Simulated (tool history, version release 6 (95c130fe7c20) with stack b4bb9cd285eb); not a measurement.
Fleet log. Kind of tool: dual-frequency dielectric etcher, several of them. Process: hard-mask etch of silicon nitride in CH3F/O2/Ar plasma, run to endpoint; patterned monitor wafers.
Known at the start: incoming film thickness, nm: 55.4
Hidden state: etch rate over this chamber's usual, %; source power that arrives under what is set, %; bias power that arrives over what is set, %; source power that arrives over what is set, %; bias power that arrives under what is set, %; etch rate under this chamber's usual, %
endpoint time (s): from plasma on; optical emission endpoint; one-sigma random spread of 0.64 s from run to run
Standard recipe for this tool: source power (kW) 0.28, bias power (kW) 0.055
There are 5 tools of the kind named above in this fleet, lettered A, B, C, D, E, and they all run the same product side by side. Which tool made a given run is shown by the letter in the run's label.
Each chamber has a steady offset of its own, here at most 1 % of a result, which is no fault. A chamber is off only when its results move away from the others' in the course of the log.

| run | hour | source power (kW) | bias power (kW) | hours since the last wet clean | hours since the last source power generator calibration | hours since the last bias power generator calibration | endpoint time (s) |
|---|---|---|---|---|---|---|---|
| 1B | 8 | 0.28 | 0.055 | 147.7 | 1219.3 | 2266 | 100.82 |
| 2D | 20.3 | 0.28 | 0.055 | 193.7 | 1847 | 2695.1 | 100.47 |
|  | 29.7 | chamber A: wet clean of the chamber |
| 3C | 35 | 0.28 | 0.055 | 35.1 | 825.3 | 757.2 | 101.29 |
| 4A | 42.4 | 0.28 | 0.055 | 12.8 | 2543.8 | 583.5 | 101.88 |
| 5E | 53.9 | 0.28 | 0.055 | 75.7 | 1932.1 | 809.8 | 100.6 |
| 6E | 60.8 | 0.28 | 0.055 | 82.6 | 1939 | 816.7 | 100.06 |
| 7B | 71.5 | 0.28 | 0.055 | 211.2 | 1282.8 | 2329.5 | 101.24 |
| 8D | 80.3 | 0.28 | 0.055 | 253.7 | 1907 | 2755.1 | 100.39 |
| 9C | 87.5 | 0.28 | 0.055 | 87.6 | 877.8 | 809.7 | 100.39 |
| 10A | 100.1 | 0.28 | 0.055 | 70.5 | 2601.5 | 641.2 | 100.96 |
| 11E | 109 | 0.28 | 0.055 | 130.8 | 1987.2 | 864.9 | 99.216 |
| 12D | 121 | 0.28 | 0.055 | 294.4 | 1947.7 | 2795.8 | 100.52 |
| 13C | 134.4 | 0.28 | 0.055 | 134.5 | 924.7 | 856.6 | 101.57 |
| 14B | 149.6 | 0.28 | 0.055 | 289.3 | 1360.9 | 2407.6 | 100.12 |
| 15A | 159.6 | 0.28 | 0.055 | 130 | 2661 | 700.7 | 100.48 |
| 16E | 170.7 | 0.28 | 0.055 | 192.5 | 2048.9 | 926.6 | 99.81 |
| 17C | 183.7 | 0.28 | 0.055 | 183.8 | 974 | 905.9 | 100.84 |
| 18A | 195.6 | 0.28 | 0.055 | 166 | 2697 | 736.7 | 101.33 |
| 19D | 209.8 | 0.28 | 0.055 | 383.2 | 2036.5 | 2884.6 | 100.7 |
| 20B | 224.1 | 0.31 | 0.055 | 363.8 | 1435.4 | 2482.1 | 96.981 |
| 21B | 230.9 | 0.31 | 0.055 | 370.6 | 1442.2 | 2488.9 | 97.564 |
|  | 237.9 | chamber B: wet clean of the chamber |
| 22E | 240.7 | 0.31 | 0.055 | 262.5 | 2118.9 | 996.6 | 95.898 |
| 23C | 250.7 | 0.31 | 0.055 | 250.8 | 1041 | 972.9 | 97.069 |
| 24A | 264.1 | 0.31 | 0.055 | 234.5 | 2765.5 | 805.2 | 96.284 |
| 25D | 279.2 | 0.28 | 0.055 | 452.6 | 2105.9 | 2954 | 100.79 |
| 26B | 293.5 | 0.28 | 0.055 | 55.7 | 1504.8 | 2551.5 | 100.81 |
| 27D | 303.1 | 0.28 | 0.055 | 476.5 | 2129.8 | 2977.9 | 99.957 |
| 28E | 311.5 | 0.28 | 0.055 | 333.3 | 2189.7 | 1067.4 | 99.799 |
| 29C | 325 | 0.28 | 0.055 | 325.1 | 1115.3 | 1047.2 | 101.17 |
| 30A | 333.8 | 0.28 | 0.055 | 304.2 | 2835.2 | 874.9 | 101.07 |
| 31C | 345.4 | 0.28 | 0.055 | 345.5 | 1135.7 | 1067.6 | 101 |
| 32E | 359.8 | 0.28 | 0.055 | 381.6 | 2238 | 1115.7 | 98.78 |
| 33A | 370.7 | 0.28 | 0.055 | 341.1 | 2872.1 | 911.8 | 100.12 |
| 34B | 378.9 | 0.28 | 0.055 | 141.1 | 1590.2 | 2636.9 | 101.65 |

Next, every chamber runs the same settings. What will each give?
| 35A | 389.9 | 0.28 | 0.065 |  |  |  | ? |
| 35B | 389.9 | 0.28 | 0.065 |  |  |  | ? |
| 35C | 389.9 | 0.28 | 0.065 |  |  |  | ? |
| 35D | 389.9 | 0.28 | 0.065 |  |  |  | ? |
| 35E | 389.9 | 0.28 | 0.065 |  |  |  | ? |

| run | endpoint time (s) |
|---|---|
| 35A | 94.882 |
| 35B | 95.374 |
| 35C | 96.421 |
| 35D | 95.239 |
| 35E | 95.201 |
